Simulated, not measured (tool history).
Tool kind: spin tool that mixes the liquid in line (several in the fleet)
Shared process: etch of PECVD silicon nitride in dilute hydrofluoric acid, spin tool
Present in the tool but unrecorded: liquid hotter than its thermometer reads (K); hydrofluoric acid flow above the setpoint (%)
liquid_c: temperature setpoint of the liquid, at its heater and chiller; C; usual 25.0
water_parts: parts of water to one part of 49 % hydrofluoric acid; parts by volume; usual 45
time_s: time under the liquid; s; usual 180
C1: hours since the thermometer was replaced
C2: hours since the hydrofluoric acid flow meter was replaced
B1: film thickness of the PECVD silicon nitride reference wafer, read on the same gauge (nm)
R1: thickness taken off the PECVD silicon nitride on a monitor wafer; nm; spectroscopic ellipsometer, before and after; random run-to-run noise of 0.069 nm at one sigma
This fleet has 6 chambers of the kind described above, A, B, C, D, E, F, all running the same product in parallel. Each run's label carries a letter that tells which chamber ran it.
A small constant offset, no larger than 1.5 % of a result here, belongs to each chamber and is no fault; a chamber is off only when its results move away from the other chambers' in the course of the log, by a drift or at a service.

{"run": "1D", "hour": 5.2, "liquid_c": 25.0, "water_parts": 45, "time_s": 180, "C1": 346.0, "C2": 1034.7, "B1": 60.007, "R1": 9.207}
{"run": "2A", "hour": 14.7, "liquid_c": 25.0, "water_parts": 45, "time_s": 180, "C1": 2696.1, "C2": 405.7, "B1": 60.003, "R1": 9.0382}
{"run": "3E", "hour": 23.9, "liquid_c": 25.0, "water_parts": 45, "time_s": 180, "C1": 228.0, "C2": 594.3, "B1": 60.002, "R1": 9.0108}
{"run": "4B", "hour": 31.4, "liquid_c": 25.0, "water_parts": 45, "time_s": 180, "C1": 1107.9, "C2": 56.0, "B1": 60.014, "R1": 9.1397}
{"run": "5C", "hour": 42.0, "liquid_c": 20.5, "water_parts": 35, "time_s": 180, "C1": 1086.8, "C2": 1129.0, "B1": 60.018, "R1": 8.5901}
{"run": "6F", "hour": 51.6, "liquid_c": 20.5, "water_parts": 35, "time_s": 180, "C1": 2168.5, "C2": 495.8, "B1": 60.018, "R1": 8.6355}
{"run": "7E", "hour": 61.3, "liquid_c": 20.5, "water_parts": 35, "time_s": 180, "C1": 265.4, "C2": 631.7, "B1": 60.007, "R1": 8.4299}
{"run": "8F", "hour": 70.5, "liquid_c": 20.5, "water_parts": 35, "time_s": 180, "C1": 2187.4, "C2": 514.7, "B1": 59.987, "R1": 8.7101}
{"run": "9D", "hour": 79.1, "liquid_c": 20.5, "water_parts": 35, "time_s": 180, "C1": 419.9, "C2": 1108.6, "B1": 59.995, "R1": 8.7138}
{"run": "10A", "hour": 86.4, "liquid_c": 20.5, "water_parts": 35, "time_s": 180, "C1": 2767.8, "C2": 477.4, "B1": 59.991, "R1": 8.3865}
{"hour": 93.3, "done": "chamber C: hydrofluoric acid flow meter replaced"}
{"run": "11C", "hour": 93.7, "liquid_c": 25.0, "water_parts": 45, "time_s": 180, "C1": 1138.5, "C2": 0.4, "B1": 59.981, "R1": 8.9811}
{"run": "12B", "hour": 100.7, "liquid_c": 25.0, "water_parts": 45, "time_s": 180, "C1": 1177.2, "C2": 125.3, "B1": 59.967, "R1": 9.0613}
{"run": "13A", "hour": 110.6, "liquid_c": 25.0, "water_parts": 45, "time_s": 180, "C1": 2792.0, "C2": 501.6, "B1": 60.004, "R1": 9.1349}
{"run": "14D", "hour": 119.1, "liquid_c": 25.0, "water_parts": 45, "time_s": 180, "C1": 459.9, "C2": 1148.6, "B1": 60.005, "R1": 9.3373}
{"run": "15C", "hour": 125.9, "liquid_c": 25.0, "water_parts": 45, "time_s": 180, "C1": 1170.7, "C2": 32.6, "B1": 60.006, "R1": 8.961}
{"run": "16F", "hour": 133.5, "liquid_c": 20.5, "water_parts": 60, "time_s": 180, "C1": 2250.4, "C2": 577.7, "B1": 59.981, "R1": 5.0771}
{"run": "17E", "hour": 139.6, "liquid_c": 20.5, "water_parts": 60, "time_s": 180, "C1": 343.7, "C2": 710.0, "B1": 60.025, "R1": 5.0155}
{"run": "18B", "hour": 149.6, "liquid_c": 20.5, "water_parts": 60, "time_s": 180, "C1": 1226.1, "C2": 174.2, "B1": 60.022, "R1": 5.1331}
{"run": "19C", "hour": 157.1, "liquid_c": 20.5, "water_parts": 60, "time_s": 180, "C1": 1201.9, "C2": 63.8, "B1": 59.985, "R1": 5.1011}
{"run": "20B", "hour": 163.2, "liquid_c": 20.5, "water_parts": 60, "time_s": 180, "C1": 1239.7, "C2": 187.8, "B1": 60.004, "R1": 5.0261}
{"run": "21D", "hour": 168.3, "liquid_c": 20.5, "water_parts": 60, "time_s": 180, "C1": 509.1, "C2": 1197.8, "B1": 60.017, "R1": 5.2266}
{"run": "22E", "hour": 178.9, "liquid_c": 25.0, "water_parts": 45, "time_s": 180, "C1": 383.0, "C2": 749.3, "B1": 60.016, "R1": 9.059}
{"run": "23F", "hour": 188.1, "liquid_c": 25.0, "water_parts": 45, "time_s": 180, "C1": 2305.0, "C2": 632.3, "B1": 59.977, "R1": 9.137}
{"run": "24A", "hour": 197.4, "liquid_c": 25.0, "water_parts": 45, "time_s": 180, "C1": 2878.8, "C2": 588.4, "B1": 60.004, "R1": 9.0369}
{"run": "25A", "hour": 205.8, "liquid_c": 25.0, "water_parts": 45, "time_s": 180, "C1": 2887.2, "C2": 596.8, "B1": 60.042, "R1": 8.8538}
{"run": "26E", "hour": 215.7, "liquid_c": 25.0, "water_parts": 45, "time_s": 180, "C1": 419.8, "C2": 786.1, "B1": 60.001, "R1": 9.0118}
{"hour": 219.0, "done": "chamber C: thermometer replaced"}
{"hour": 224.5, "done": "chamber A: thermometer replaced"}
{"run": "27C", "hour": 226.9, "liquid_c": 25.0, "water_parts": 45, "time_s": 180, "C1": 8.0, "C2": 133.6, "B1": 59.983, "R1": 9.1263}
{"run": "28F", "hour": 233.3, "liquid_c": 25.0, "water_parts": 35, "time_s": 180, "C1": 2350.2, "C2": 677.5, "B1": 59.977, "R1": 11.675}
{"hour": 239.9, "done": "chamber F: thermometer replaced"}
{"run": "29D", "hour": 241.2, "liquid_c": 25.0, "water_parts": 35, "time_s": 180, "C1": 582.0, "C2": 1270.7, "B1": 60.018, "R1": 12.317}
{"run": "30B", "hour": 250.4, "liquid_c": 25.0, "water_parts": 35, "time_s": 180, "C1": 1326.9, "C2": 275.0, "B1": 59.986, "R1": 11.653}
{"run": "31F", "hour": 257.7, "liquid_c": 25.0, "water_parts": 35, "time_s": 180, "C1": 17.9, "C2": 701.9, "B1": 59.996, "R1": 11.541}
{"run": "32E", "hour": 265.7, "liquid_c": 25.0, "water_parts": 35, "time_s": 180, "C1": 469.8, "C2": 836.1, "B1": 59.983, "R1": 11.452}
{"run": "33C", "hour": 271.6, "liquid_c": 25.0, "water_parts": 35, "time_s": 180, "C1": 52.7, "C2": 178.3, "B1": 60.007, "R1": 11.411}
{"run": "34B", "hour": 282.4, "liquid_c": 25.0, "water_parts": 45, "time_s": 180, "C1": 1358.9, "C2": 307.0, "B1": 59.974, "R1": 9.0381}
{"run": "35D", "hour": 291.2, "liquid_c": 25.0, "water_parts": 45, "time_s": 180, "C1": 632.0, "C2": 1320.7, "B1": 60.026, "R1": 9.6529}
{"run": "36A", "hour": 297.2, "liquid_c": 25.0, "water_parts": 45, "time_s": 180, "C1": 72.8, "C2": 688.2, "B1": 59.989, "R1": 8.8449}
{"run": "37B", "hour": 306.6, "liquid_c": 25.0, "water_parts": 45, "time_s": 180, "C1": 1383.1, "C2": 331.2, "B1": 60.011, "R1": 8.9906}

Does one chamber stand apart from the rest, does the shared gauge drift, or is all well apart from small per-chamber offsets? Give the chamber and the most likely cause, where there is one.

Little by little, chamber D moves away from the other chambers.
Cause: liquid hotter than its thermometer reads (K) = 0.887.
It could be hard to tell apart here from: hydrofluoric acid flow above the setpoint (%).

Chamber D could run next with any of the 4 candidate recipes listed below; each alters the usual settings, and their results appear as question marks. Which one brings its results back in line with what the other chambers deliver on the usual settings?
In line means no further than this from the other chambers' mean on the usual settings: R1 0.2400 nm
{"run": "38D-1", "hour": 314.9, "liquid_c": 25.0, "water_parts": 45, "time_s": 210, "R1": "?"}
{"run": "38D-2", "hour": 314.9, "liquid_c": 24.0, "water_parts": 45, "time_s": 180, "R1": "?"}
{"run": "38D-3", "hour": 314.9, "liquid_c": 25.0, "water_parts": 45, "time_s": 195, "R1": "?"}
{"run": "38D-4", "hour": 314.9, "liquid_c": 24.5, "water_parts": 45, "time_s": 160, "R1": "?"}

On the usual settings, the other chambers give on average: R1 9.0391 nm
run=38D-1 R1=11.2500
run=38D-2 R1=9.0250
run=38D-3 R1=10.4470
run=38D-4 R1=8.2901
38D-2 brings the chamber back in line.

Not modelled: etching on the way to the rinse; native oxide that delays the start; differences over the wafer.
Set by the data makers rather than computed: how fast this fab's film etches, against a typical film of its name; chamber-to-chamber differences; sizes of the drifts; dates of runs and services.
